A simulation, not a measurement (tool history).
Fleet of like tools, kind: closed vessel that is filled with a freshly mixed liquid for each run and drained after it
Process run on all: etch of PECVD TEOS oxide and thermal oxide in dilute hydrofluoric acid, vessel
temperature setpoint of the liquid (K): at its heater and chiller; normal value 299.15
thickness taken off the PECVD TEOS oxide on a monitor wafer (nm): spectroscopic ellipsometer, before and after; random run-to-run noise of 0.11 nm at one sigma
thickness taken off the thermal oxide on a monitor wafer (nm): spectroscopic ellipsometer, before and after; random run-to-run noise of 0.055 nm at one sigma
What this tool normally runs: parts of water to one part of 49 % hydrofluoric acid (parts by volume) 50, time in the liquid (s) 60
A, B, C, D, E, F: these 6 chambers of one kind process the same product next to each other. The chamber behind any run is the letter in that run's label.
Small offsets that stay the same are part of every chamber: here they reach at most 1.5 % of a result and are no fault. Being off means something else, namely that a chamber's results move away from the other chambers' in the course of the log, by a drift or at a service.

run	hour	temperature setpoint of the liquid (K)	parts of water to one part of 49 % hydrofluoric acid (parts by volume)	time in the liquid (s)	hours since the thermometer was replaced	hours since the hydrofluoric acid flow meter was replaced	read-back film thickness of the PECVD TEOS oxide reference wafer, read on the same gauge (nm)	read-back film thickness of the thermal oxide reference wafer, read on the same gauge (nm)	thickness taken off the PECVD TEOS oxide on a monitor wafer (nm)	thickness taken off the thermal oxide on a monitor wafer (nm)
1F	7.4	299.15	50	60	1613.5	64.7	29.954	99.976	12.4380	6.5694
2C	18.1	299.15	50	60	774.8	454.4	29.953	99.980	12.3400	6.5873
3E	25.4	299.15	50	60	2223.9	296.0	29.978	99.981	12.3800	6.5481
4B	34.4	299.15	50	60	2418.2	429.7	29.961	99.982	12.4960	6.5949
5A	44.0	299.15	50	60	2518.7	316.4	30.055	100.020	12.3160	6.5154
6D	55.6	299.15	50	60	185.7	126.4	29.964	99.961	12.4990	6.6615
7D	66.8	299.15	50	60	196.9	137.6	30.025	100.020	12.5050	6.6782
8A	76.2	299.15	50	60	2550.9	348.6	30.029	99.987	12.3520	6.5837
9C	85.7	299.15	50	60	842.4	522.0	30.005	100.030	12.3390	6.5770
10E	94.2	299.15	50	60	2292.7	364.8	30.023	99.984	12.2740	6.5927
11F	99.8	299.15	50	35	1705.9	157.1	29.970	99.992	7.3767	3.8450
12B	108.8	299.15	50	35	2492.6	504.1	30.020	100.020	7.2632	3.8956
13F	121.3	299.15	50	35	1727.4	178.6	30.025	100.020	7.4116	3.8497
14B	132.7	299.15	50	35	2516.5	528.0	30.028	100.000	7.1268	3.8643
15C	142.0	299.15	50	35	898.7	578.3	29.997	100.000	7.1917	3.8002
16E	151.6	299.15	50	35	2350.1	422.2	30.002	99.995	7.1234	3.9042
17A	157.9	299.15	50	60	2632.6	430.3	30.036	99.969	12.6540	6.5873
# hour 165.4: chamber A: thermometer replaced
18D	166.8	299.15	50	60	296.9	237.6	30.014	100.040	12.6520	6.7208
19B	177.4	299.15	50	60	2561.2	572.7	29.972	100.020	12.5340	6.6095
20A	184.8	299.15	50	60	19.5	457.2	29.963	100.010	12.4430	6.5702
21D	196.8	299.15	50	60	326.9	267.6	29.989	99.943	12.4840	6.6578
# hour 204.5: chamber E: thermometer replaced
22E	206.0	299.15	50	60	1.6	476.6	30.031	100.020	12.2690	6.5199
23C	213.5	303.15	50	60	970.2	649.8	29.974	100.000	14.2770	7.6358
24F	225.3	303.15	50	60	1831.4	282.6	29.936	100.020	14.7160	7.6498
25A	232.1	303.15	50	60	66.8	504.5	30.013	100.000	14.6990	7.8603
26C	241.5	303.15	50	60	998.2	677.8	29.961	99.980	14.4800	7.7956
27B	251.3	303.15	50	60	2635.1	646.6	29.981	99.992	14.5520	7.7227
28E	257.7	303.15	50	60	53.3	528.3	30.005	100.000	14.4360	7.7015
29D	266.3	299.15	50	80	396.4	337.1	30.048	100.010	16.7850	8.8145
30F	276.7	299.15	50	80	1882.8	334.0	29.978	100.010	16.4270	9.0116
31C	286.7	299.15	50	80	1043.4	723.0	29.970	100.010	16.5120	8.8582
32B	293.5	299.15	50	80	2677.3	688.8	29.956	99.994	16.5450	8.8222
33D	302.8	299.15	50	80	432.9	373.6	30.034	99.997	16.5820	8.8756
34E	311.1	299.15	50	80	106.7	581.7	29.968	99.980	16.3690	8.6986
35A	320.2	299.15	50	35	154.9	592.6	30.028	100.010	7.2612	3.8254
36F	326.5	299.15	50	35	1932.6	383.8	30.024	99.988	7.2704	3.8758
37E	334.7	299.15	50	35	130.3	605.3	30.010	100.010	7.1363	3.7903
38D	346.8	299.15	50	35	476.9	417.6	29.965	99.992	7.2855	3.8623
39F	356.8	299.15	50	35	1962.9	414.1	29.987	100.020	7.2304	3.8245
40B	363.0	299.15	50	35	2746.8	758.3	29.979	100.010	7.3044	3.8771
41C	368.5	299.15	50	60	1125.2	804.8	30.007	99.977	12.3580	6.6408
42A	379.5	299.15	50	60	214.2	651.9	29.984	99.973	12.5840	6.5881
43B	388.8	299.15	50	60	2772.6	784.1	30.034	99.974	12.4390	6.6598

Does one chamber stand apart from the rest, does the shared gauge drift, or is all well apart from small per-chamber offsets? Give the chamber and the most likely cause, where there is one.

Nothing is wrong: each chamber keeps only its own small, steady offset and the gauge holds still.
